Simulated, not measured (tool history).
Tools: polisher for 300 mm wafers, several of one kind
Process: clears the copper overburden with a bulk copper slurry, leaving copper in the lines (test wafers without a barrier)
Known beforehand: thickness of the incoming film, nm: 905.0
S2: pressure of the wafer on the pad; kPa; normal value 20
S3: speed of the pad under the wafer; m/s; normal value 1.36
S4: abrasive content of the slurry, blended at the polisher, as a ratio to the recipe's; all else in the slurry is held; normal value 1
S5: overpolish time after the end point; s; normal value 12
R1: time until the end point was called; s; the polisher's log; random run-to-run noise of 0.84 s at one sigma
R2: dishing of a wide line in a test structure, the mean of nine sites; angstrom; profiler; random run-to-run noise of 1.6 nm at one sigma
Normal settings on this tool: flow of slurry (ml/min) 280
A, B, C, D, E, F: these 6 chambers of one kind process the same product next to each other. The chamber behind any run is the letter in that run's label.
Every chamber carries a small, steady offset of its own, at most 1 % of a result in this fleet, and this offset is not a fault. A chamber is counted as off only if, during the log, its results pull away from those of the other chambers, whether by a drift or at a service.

run 1E hour=12.5 | flow_of_slurry_(ml/min)=280 S2=20 S3=1.36 S4=1 S5=12 | R1=61.473 R2=940.21
-- hour=12.7 chamber E: slurry nozzle cleaned
-- hour=15.5 chamber A: slurry nozzle cleaned
-- hour=20.6 chamber D: slurry blender recalibrated
run 2A hour=22.1 | flow_of_slurry_(ml/min)=280 S2=20 S3=1.36 S4=1 S5=12 | R1=60.966 R2=942.94
-- hour=23.5 chamber F: worn pad replaced by a new one
-- hour=27.9 chamber E: worn pad replaced by a new one
run 3C hour=28.7 | flow_of_slurry_(ml/min)=280 S2=20 S3=1.36 S4=1 S5=12 | R1=60.777 R2=962.79
-- hour=34.8 chamber C: worn pad replaced by a new one
run 4F hour=37.6 | flow_of_slurry_(ml/min)=280 S2=20 S3=1.36 S4=1 S5=12 | R1=60.864 R2=933.78
run 5D hour=43.9 | flow_of_slurry_(ml/min)=280 S2=20 S3=1.16 S4=1.25 S5=12 | R1=67.149 R2=889.54
run 6B hour=56.2 | flow_of_slurry_(ml/min)=280 S2=20 S3=1.16 S4=1.25 S5=12 | R1=69.337 R2=886.97
run 7D hour=66.6 | flow_of_slurry_(ml/min)=280 S2=20 S3=1.16 S4=1.25 S5=12 | R1=68.877 R2=871.29
-- hour=71 chamber A: worn pad replaced by a new one
-- hour=72 chamber B: slurry blender recalibrated
run 8E hour=74.2 | flow_of_slurry_(ml/min)=280 S2=20 S3=1.16 S4=1.25 S5=12 | R1=70.249 R2=873.91
-- hour=74.6 chamber D: head pressure recalibrated
-- hour=78.3 chamber B: worn pad replaced by a new one
run 9C hour=86.4 | flow_of_slurry_(ml/min)=280 S2=20 S3=1.16 S4=1.25 S5=12 | R1=68.505 R2=869.69
-- hour=92.9 chamber B: slurry nozzle cleaned
run 10F hour=93.5 | flow_of_slurry_(ml/min)=280 S2=20 S3=1.16 S4=1.25 S5=12 | R1=67.945 R2=864.61
-- hour=96.8 chamber D: slurry nozzle cleaned
run 11A hour=101.2 | flow_of_slurry_(ml/min)=280 S2=20 S3=1.36 S4=1 S5=12 | R1=61.421 R2=943.67
-- hour=102.5 chamber E: worn pad replaced by a new one
-- hour=108.6 chamber D: worn pad replaced by a new one
run 12B hour=109.7 | flow_of_slurry_(ml/min)=280 S2=20 S3=1.36 S4=1 S5=8 | R1=62.328 R2=705.4
-- hour=113.3 chamber C: worn pad replaced by a new one
run 13E hour=115.9 | flow_of_slurry_(ml/min)=280 S2=20 S3=1.36 S4=1 S5=8 | R1=62.343 R2=727.24
run 14D hour=124.7 | flow_of_slurry_(ml/min)=280 S2=20 S3=1.36 S4=1 S5=8 | R1=61.456 R2=701.76
-- hour=128.9 chamber F: worn pad replaced by a new one
-- hour=136.8 chamber D: slurry blender recalibrated
run 15F hour=137.9 | flow_of_slurry_(ml/min)=280 S2=20 S3=1.36 S4=1 S5=8 | R1=62.364 R2=717.37
-- hour=141 chamber A: worn pad replaced by a new one
-- hour=141.3 chamber C: slurry nozzle cleaned
run 16A hour=144.9 | flow_of_slurry_(ml/min)=280 S2=20 S3=1.36 S4=1 S5=8 | R1=60.807 R2=714.65
-- hour=147.5 chamber B: worn pad replaced by a new one
-- hour=150.7 chamber F: head pressure recalibrated
run 17C hour=150.8 | flow_of_slurry_(ml/min)=280 S2=20 S3=1.36 S4=1 S5=8 | R1=61.576 R2=698.98
run 18B hour=158.2 | flow_of_slurry_(ml/min)=280 S2=20 S3=1.36 S4=1 S5=12 | R1=62.835 R2=908.74
run 19A hour=171.5 | flow_of_slurry_(ml/min)=280 S2=20 S3=1.36 S4=1 S5=12 | R1=60.491 R2=927.28
-- hour=173.6 chamber C: worn pad replaced by a new one
run 20F hour=181.1 | flow_of_slurry_(ml/min)=280 S2=20 S3=1.36 S4=1 S5=12 | R1=67.801 R2=850.24
run 21E hour=193.3 | flow_of_slurry_(ml/min)=280 S2=20 S3=1.36 S4=1 S5=12 | R1=61.802 R2=920.13
-- hour=193.4 chamber F: slurry blender recalibrated
-- hour=196.5 chamber E: worn pad replaced by a new one
-- hour=196.8 chamber F: slurry nozzle cleaned
run 22D hour=199.2 | flow_of_slurry_(ml/min)=280 S2=20 S3=1.36 S4=1 S5=12 | R1=62.182 R2=926.73
-- hour=201.8 chamber A: worn pad replaced by a new one
run 23B hour=210.3 | flow_of_slurry_(ml/min)=280 S2=20 S3=1.36 S4=1 S5=12 | R1=61.178 R2=932.15
run 24C hour=220.4 | flow_of_slurry_(ml/min)=280 S2=20 S3=1.36 S4=1 S5=12 | R1=62.051 R2=952.96
run 25B hour=230.4 | flow_of_slurry_(ml/min)=280 S2=20 S3=1.36 S4=1 S5=12 | R1=61.885 R2=935.86
-- hour=237 chamber B: worn pad replaced by a new one
-- hour=237.5 chamber C: worn pad replaced by a new one
-- hour=238.7 chamber F: worn pad replaced by a new one
run 26E hour=241.4 | flow_of_slurry_(ml/min)=280 S2=20 S3=1.36 S4=1 S5=12 | R1=62.627 R2=976.22
-- hour=242.7 chamber A: slurry blender recalibrated
-- hour=243 chamber D: slurry blender recalibrated
-- hour=250.7 chamber D: worn pad replaced by a new one
run 27D hour=252.1 | flow_of_slurry_(ml/min)=280 S2=20 S3=1.36 S4=0.85 S5=12 | R1=63.742 R2=906.61
run 28C hour=260.3 | flow_of_slurry_(ml/min)=280 S2=20 S3=1.36 S4=0.85 S5=12 | R1=64.584 R2=932.11
run 29F hour=269 | flow_of_slurry_(ml/min)=280 S2=20 S3=1.36 S4=0.85 S5=12 | R1=71.042 R2=833.75
-- hour=272.6 chamber A: worn pad replaced by a new one
-- hour=275.8 chamber E: worn pad replaced by a new one
run 30A hour=280.7 | flow_of_slurry_(ml/min)=280 S2=20 S3=1.36 S4=0.85 S5=12 | R1=62.653 R2=926.98
run 31D hour=286.7 | flow_of_slurry_(ml/min)=280 S2=20 S3=1.36 S4=0.85 S5=12 | R1=63.72 R2=936.16
run 32B hour=293.8 | flow_of_slurry_(ml/min)=280 S2=20 S3=1.36 S4=0.85 S5=12 | R1=63.815 R2=924.48
-- hour=294.7 chamber E: slurry nozzle cleaned
run 33C hour=301.7 | flow_of_slurry_(ml/min)=280 S2=20 S3=1.36 S4=1 S5=12 | R1=62.04 R2=943.58
run 34E hour=309.5 | flow_of_slurry_(ml/min)=280 S2=20 S3=1.36 S4=1 S5=12 | R1=60.555 R2=954.03
-- hour=315 chamber C: worn pad replaced by a new one
run 35F hour=316.3 | flow_of_slurry_(ml/min)=280 S2=20 S3=1.36 S4=1 S5=12 | R1=68.765 R2=859.67
run 36A hour=326.6 | flow_of_slurry_(ml/min)=280 S2=20 S3=1.36 S4=1 S5=12 | R1=61.294 R2=971.37
run 37C hour=335.6 | flow_of_slurry_(ml/min)=280 S2=20 S3=1.36 S4=1 S5=12 | R1=61.838 R2=972.15
-- hour=344.3 chamber E: slurry blender recalibrated
run 38E hour=345.4 | flow_of_slurry_(ml/min)=280 S2=20 S3=1.36 S4=1 S5=12 | R1=61.855 R2=979.64

What goes on in this fleet: one chamber off, a drifting gauge, or nothing beyond the chambers' own small offsets? Name the chamber and the cause, if any.

Chamber F came out of a service off from its peers and stayed that way.
What lies behind it: head's pressure below its setpoint, % = 11.4.

Chamber F could run next with any of the 4 candidate recipes listed below; each alters the usual settings, and their results appear as question marks. Which one brings its results back in line with what the other chambers deliver on the usual settings?
Maximum distance from the other chambers' mean on the usual settings for a result to count as in line: R1 2.9 s; R2 56 angstrom
run 39F-1 hour=355 | flow_of_slurry_(ml/min)=275 S2=17.9 S3=1.22 S4=1 S5=12 | R1=? R2=?
run 39F-2 hour=355 | flow_of_slurry_(ml/min)=280 S2=21.4 S3=1.44 S4=1 S5=12 | R1=? R2=?
run 39F-3 hour=355 | flow_of_slurry_(ml/min)=280 S2=18.6 S3=1.28 S4=1 S5=12 | R1=? R2=?
run 39F-4 hour=355 | flow_of_slurry_(ml/min)=285 S2=22.1 S3=1.52 S4=1 S5=12 | R1=? R2=?

On the usual settings, the other chambers give on average: R1 61.313 s; R2 943.47 angstrom
run=39F-1 R1=85.506 R2=726.53
run=39F-2 R1=60.964 R2=931.25
run=39F-3 R1=78.443 R2=774.84
run=39F-4 R1=55.916 R2=986.49
Change 39F-2 lands the chamber within the allowed miss of the other chambers.
